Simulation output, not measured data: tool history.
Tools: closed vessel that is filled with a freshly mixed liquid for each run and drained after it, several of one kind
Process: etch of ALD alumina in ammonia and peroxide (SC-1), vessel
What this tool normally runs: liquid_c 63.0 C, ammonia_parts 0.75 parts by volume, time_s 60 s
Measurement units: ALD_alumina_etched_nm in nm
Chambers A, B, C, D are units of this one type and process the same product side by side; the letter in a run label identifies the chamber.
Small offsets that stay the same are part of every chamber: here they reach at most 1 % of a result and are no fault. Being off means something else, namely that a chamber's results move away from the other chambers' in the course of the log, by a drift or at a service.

| run | hour | liquid_c | ammonia_parts | time_s | hours since the thermometer was replaced | hours since the ammonia flow meter was replaced | hours since the drum of ammonia solution was connected | read-back film thickness of the ALD alumina reference wafer, read on the same gauge (nm) | ALD_alumina_etched_nm |
|---|---|---|---|---|---|---|---|---|---|
| 1C | 5.4 | 63.0 | 0.75 | 60 | 24.6 | 104.1 | 183.0 | 40.021 | 7.9086 |
| 2B | 10.9 | 63.0 | 0.75 | 60 | 2214.5 | 1110.8 | 392.0 | 39.986 | 7.8768 |
| 3A | 15.5 | 63.0 | 0.75 | 60 | 673.2 | 158.0 | 406.4 | 40.014 | 8.1123 |
|  | 18.1 | chamber B: new drum of ammonia solution connected |
| 4D | 20.3 | 63.0 | 0.75 | 60 | 857.3 | 192.4 | 354.9 | 39.995 | 7.9972 |
| 5A | 23.5 | 63.0 | 0.75 | 60 | 681.2 | 166.0 | 414.4 | 40.019 | 7.9471 |
| 6C | 27.4 | 54.5 | 1.00 | 60 | 46.6 | 126.1 | 205.0 | 39.985 | 5.2967 |
| 7B | 33.3 | 54.5 | 1.00 | 60 | 2236.9 | 1133.2 | 15.2 | 39.983 | 5.1644 |
| 8D | 37.2 | 54.5 | 1.00 | 60 | 874.2 | 209.3 | 371.8 | 39.985 | 5.2628 |
| 9D | 41.5 | 54.5 | 1.00 | 60 | 878.5 | 213.6 | 376.1 | 39.988 | 5.3150 |
| 10B | 47.8 | 63.0 | 0.75 | 60 | 2251.4 | 1147.7 | 29.7 | 39.989 | 7.9620 |
| 11A | 52.5 | 63.0 | 0.75 | 60 | 710.2 | 195.0 | 443.4 | 39.997 | 8.0927 |
| 12C | 55.9 | 63.0 | 0.75 | 60 | 75.1 | 154.6 | 233.5 | 40.011 | 7.9436 |
| 13D | 59.4 | 67.5 | 0.75 | 60 | 896.4 | 231.5 | 394.0 | 39.993 | 9.9080 |
| 14B | 64.7 | 67.5 | 0.75 | 60 | 2268.3 | 1164.6 | 46.6 | 40.007 | 9.9070 |
| 15A | 68.0 | 67.5 | 0.75 | 60 | 725.7 | 210.5 | 458.9 | 40.016 | 9.9633 |
| 16C | 74.1 | 67.5 | 0.75 | 60 | 93.3 | 172.8 | 251.7 | 39.998 | 9.9143 |
| 17C | 80.8 | 63.0 | 0.75 | 60 | 100.0 | 179.5 | 258.4 | 39.989 | 7.9426 |
|  | 85.1 | chamber D: new drum of ammonia solution connected |
| 18D | 86.1 | 63.0 | 0.75 | 60 | 923.1 | 258.2 | 1.0 | 40.002 | 7.9483 |
| 19B | 92.3 | 63.0 | 0.75 | 60 | 2295.9 | 1192.2 | 74.2 | 39.983 | 7.8644 |
| 20A | 95.6 | 63.0 | 0.75 | 60 | 753.3 | 238.1 | 486.5 | 39.996 | 8.0482 |
| 21D | 100.9 | 66.5 | 0.75 | 60 | 937.9 | 273.0 | 15.8 | 40.011 | 9.3973 |
| 22B | 106.5 | 66.5 | 0.75 | 60 | 2310.1 | 1206.4 | 88.4 | 39.999 | 9.3111 |
| 23C | 109.9 | 66.5 | 0.75 | 60 | 129.1 | 208.6 | 287.5 | 40.008 | 9.3617 |
| 24A | 115.5 | 66.5 | 0.75 | 60 | 773.2 | 258.0 | 506.4 | 39.984 | 9.4474 |
| 25A | 120.0 | 63.0 | 0.75 | 60 | 777.7 | 262.5 | 510.9 | 40.008 | 8.0503 |
| 26B | 126.4 | 63.0 | 0.75 | 60 | 2330.0 | 1226.3 | 108.3 | 39.983 | 7.8222 |
| 27D | 129.3 | 63.0 | 0.75 | 60 | 966.3 | 301.4 | 44.2 | 39.998 | 7.9568 |
| 28C | 135.5 | 56.5 | 0.90 | 60 | 154.7 | 234.2 | 313.1 | 40.005 | 5.7577 |
| 29C | 140.5 | 56.5 | 0.90 | 60 | 159.7 | 239.2 | 318.1 | 40.002 | 5.8378 |
| 30B | 146.7 | 56.5 | 0.90 | 60 | 2350.3 | 1246.6 | 128.6 | 40.013 | 5.6742 |
| 31D | 153.5 | 56.5 | 0.90 | 60 | 990.5 | 325.6 | 68.4 | 39.997 | 5.8079 |
| 32A | 157.7 | 63.0 | 0.75 | 60 | 815.4 | 300.2 | 548.6 | 40.000 | 7.9827 |
| 33D | 163.2 | 63.0 | 0.95 | 60 | 1000.2 | 335.3 | 78.1 | 40.011 | 8.2197 |
| 34A | 168.2 | 63.0 | 0.95 | 60 | 825.9 | 310.7 | 559.1 | 39.985 | 8.0699 |
| 35B | 174.5 | 63.0 | 0.95 | 60 | 2378.1 | 1274.4 | 156.4 | 39.999 | 8.0622 |

Has any chamber moved away from the others, gradually or after a service, or does the common gauge drift, or do the chambers differ only by their own small steady offsets? State the chamber and the most likely cause if one applies.

No chamber is off and the gauge is stable; the differences are just each chamber's small, constant offset.

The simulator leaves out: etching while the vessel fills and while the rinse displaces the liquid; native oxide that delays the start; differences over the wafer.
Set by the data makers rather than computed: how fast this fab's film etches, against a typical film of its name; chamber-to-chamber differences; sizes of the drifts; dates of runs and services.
